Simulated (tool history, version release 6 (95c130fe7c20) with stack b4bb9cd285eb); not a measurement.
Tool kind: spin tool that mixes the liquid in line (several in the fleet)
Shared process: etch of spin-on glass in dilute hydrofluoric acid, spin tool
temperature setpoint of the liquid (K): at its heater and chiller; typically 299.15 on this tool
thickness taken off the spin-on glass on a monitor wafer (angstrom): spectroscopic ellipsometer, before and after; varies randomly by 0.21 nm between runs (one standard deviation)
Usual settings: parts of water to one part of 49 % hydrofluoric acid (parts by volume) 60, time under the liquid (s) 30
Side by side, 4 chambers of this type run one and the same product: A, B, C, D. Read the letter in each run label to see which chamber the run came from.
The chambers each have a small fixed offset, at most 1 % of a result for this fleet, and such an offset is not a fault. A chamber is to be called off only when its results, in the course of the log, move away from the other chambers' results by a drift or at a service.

run,hour,temperature setpoint of the liquid (K),parts of water to one part of 49 % hydrofluoric acid (parts by volume),time under the liquid (s),hours since the thermometer was replaced,hours since the hydrofluoric acid flow meter was replaced,"read-back film thickness of the spin-on glass reference wafer, read on the same gauge (nm)",thickness taken off the spin-on glass on a monitor wafer (angstrom)
1B,4.6,299.15,60,30,127,188.3,89.989,366.75
2A,8.7,299.15,60,30,1292.1,2062.3,90.038,366.89
# hour 8.8: chamber A: hydrofluoric acid flow meter replaced
3C,12.3,299.15,60,30,432.3,323.5,90.011,367.01
4D,17.7,299.15,60,30,117.3,1215.2,89.971,365.71
5A,22.9,299.15,60,30,1306.3,14.2,90.001,367.31
6B,26.4,299.15,60,30,148.8,210.1,89.998,367.73
7D,30.5,299.15,60,30,130.1,1228,89.979,364.83
8C,36,299.15,60,30,456,347.2,90.012,372.58
9C,41.4,303.65,60,15,461.4,352.6,90.023,222.65
10B,46.8,303.65,60,15,169.2,230.5,90.034,217.44
# hour 48: chamber A: thermometer replaced
11A,49.7,303.65,60,15,1.7,41,89.98,221.46
12D,53.3,303.65,60,15,152.9,1250.8,90.031,218.74
13B,57.1,299.15,60,30,179.5,240.8,89.955,363.82
14D,62.2,299.15,60,30,161.8,1259.7,90.03,365.78
15C,67.5,299.15,60,30,487.5,378.7,90.003,371.03
16A,70.4,299.15,60,30,22.4,61.7,89.982,369.75
17C,74.7,299.15,60,30,494.7,385.9,89.994,367.66
18B,79.2,299.15,60,30,201.6,262.9,90.036,364.8
19D,84.4,303.15,80,30,184,1281.9,89.956,315.55
20A,90.2,303.15,80,30,42.2,81.5,90.02,317.34
21A,94.6,303.15,80,30,46.6,85.9,89.994,318.36
22D,100.5,303.15,80,30,200.1,1298,89.986,315.14
23C,104,297.15,60,30,524,415.2,90.014,340.02
24B,107.8,297.15,60,30,230.2,291.5,89.988,339.17
25D,110.7,297.15,60,30,210.3,1308.2,90.025,334.61
26A,114.9,297.15,60,30,66.9,106.2,90.047,338.84
27C,118.2,299.15,60,30,538.2,429.4,90,368.97
28B,121.5,299.15,60,30,243.9,305.2,89.987,369.26
29A,124.5,299.15,60,30,76.5,115.8,89.97,368.54
30D,129.5,299.15,75,40,229.1,1327,89.958,383.88
31C,134.2,299.15,75,40,554.2,445.4,89.978,384.27
32B,138.7,299.15,75,40,261.1,322.4,89.945,386.46
33D,143,299.15,75,40,242.6,1340.5,90.02,382
# hour 143.5: chamber C: hydrofluoric acid flow meter replaced
34C,146.9,299.15,60,30,566.9,3.4,89.997,370.42

Does one chamber stand apart from the rest, does the shared gauge drift, or is all well apart from small per-chamber offsets? Give the chamber and the most likely cause, where there is one.

All chambers stay in line apart from their small fixed offsets, and the gauge does not drift.
